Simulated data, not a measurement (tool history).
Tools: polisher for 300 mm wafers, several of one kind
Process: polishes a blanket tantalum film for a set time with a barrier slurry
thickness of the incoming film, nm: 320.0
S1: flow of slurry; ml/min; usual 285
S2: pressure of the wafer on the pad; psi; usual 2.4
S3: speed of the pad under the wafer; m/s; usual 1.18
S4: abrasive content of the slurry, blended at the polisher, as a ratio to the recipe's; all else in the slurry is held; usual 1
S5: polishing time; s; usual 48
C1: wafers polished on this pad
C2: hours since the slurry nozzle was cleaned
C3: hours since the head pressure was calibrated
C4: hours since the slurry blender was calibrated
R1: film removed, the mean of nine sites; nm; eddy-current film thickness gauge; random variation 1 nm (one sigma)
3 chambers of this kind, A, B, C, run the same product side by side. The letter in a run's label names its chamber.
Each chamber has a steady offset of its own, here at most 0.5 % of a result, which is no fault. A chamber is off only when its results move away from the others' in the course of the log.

run,hour,S1,S2,S3,S4,S5,C1,C2,C3,C4,R1
# hour 2.5: chamber B: worn pad replaced by a new one
1B,2.8,285,2.4,1.18,1,48,2,370,97.8,335.1,107.9
2C,4.9,285,2.4,1.18,1,48,626,524.2,126.8,310.7,106.93
3A,7.4,285,2.4,1.18,1,48,251,129.4,186.7,51.3,107.95
4A,11.4,285,2.4,1.18,1,48,285,133.4,190.7,55.3,108.86
5C,15.2,285,2.4,1.18,1,48,713,534.5,137.1,321,106.59
6B,17.2,225,2.4,1.18,1,48,124,384.4,112.2,349.5,105.62
7C,19.4,225,2.4,1.18,1,48,748,538.7,141.3,325.2,104.53
8A,21.4,225,2.4,1.18,1,48,369,143.4,200.7,65.3,103.52
9B,25.5,285,2.4,1.18,1,48,194,392.7,120.5,357.8,104.3
10B,29.4,285,2.4,1.18,1,48,227,396.6,124.4,361.7,107.15
11C,32.3,245,2.4,1.18,1,48,857,551.6,154.2,338.1,104.8
12A,34.3,245,2.4,1.18,1,48,478,156.3,213.6,78.2,106.36
# hour 38.2: chamber B: slurry blender recalibrated
13C,38.4,245,2.4,1.18,1,48,909,557.7,160.3,344.2,107.69
14B,42,285,2.4,1.18,1,48,333,409.2,137,3.9,107.33
15A,45.8,285,2.4,1.18,1,48,575,167.8,225.1,89.7,105.06
16B,49.7,285,2.4,1.18,1,48,398,416.9,144.7,11.6,107.97
17C,53.8,285,2.4,1.18,1,48,1039,573.1,175.7,359.6,104.72
18A,57.5,285,2.4,1.18,1,48,674,179.5,236.8,101.4,109.09
19C,60.1,285,2.4,1.18,1,48,1092,579.4,182,365.9,102.63
20A,62.5,285,2.4,1.18,1,48,716,184.5,241.8,106.4,108.52
# hour 62.8: chamber A: worn pad replaced by a new one
21B,65.4,285,2.4,0.82,0.9,48,530,432.6,160.4,27.3,71.645
22A,69.7,285,2.4,0.82,0.9,48,58,191.7,249,113.6,73.113
23B,71.9,285,2.4,0.82,0.9,48,585,439.1,166.9,33.8,72.036
24C,74.5,285,2.1,1.34,1,48,1213,593.8,196.4,380.3,101.23
25B,77.5,285,2.1,1.34,1,48,632,444.7,172.5,39.4,105.52
26A,81.8,285,2.1,1.34,1,48,160,203.8,261.1,125.7,105.22
27C,83.9,285,2.4,1.18,1,48,1293,603.2,205.8,389.7,100.4
28A,86.2,285,2.9,1.18,0.85,48,197,208.2,265.5,130.1,122.65
29C,88.2,285,2.9,1.18,0.85,48,1329,607.5,210.1,394,113.82
30B,91.9,285,2.9,1.18,0.85,48,754,459.1,186.9,53.8,124.64
31A,96.2,285,2.4,1.18,1,48,282,218.2,275.5,140.1,108.62
32B,100.1,285,2.4,1.18,1,48,823,467.3,195.1,62,109.21

All 3 chambers run these settings next. Forecast each chamber's results:
33A,103.2,285,2.4,1.18,1,48,,,,,?
33B,103.2,285,2.4,1.18,1,48,,,,,?
33C,103.2,285,2.4,1.18,1,48,,,,,?

run,R1
33A,107.55
33B,106.06
33C,95.314
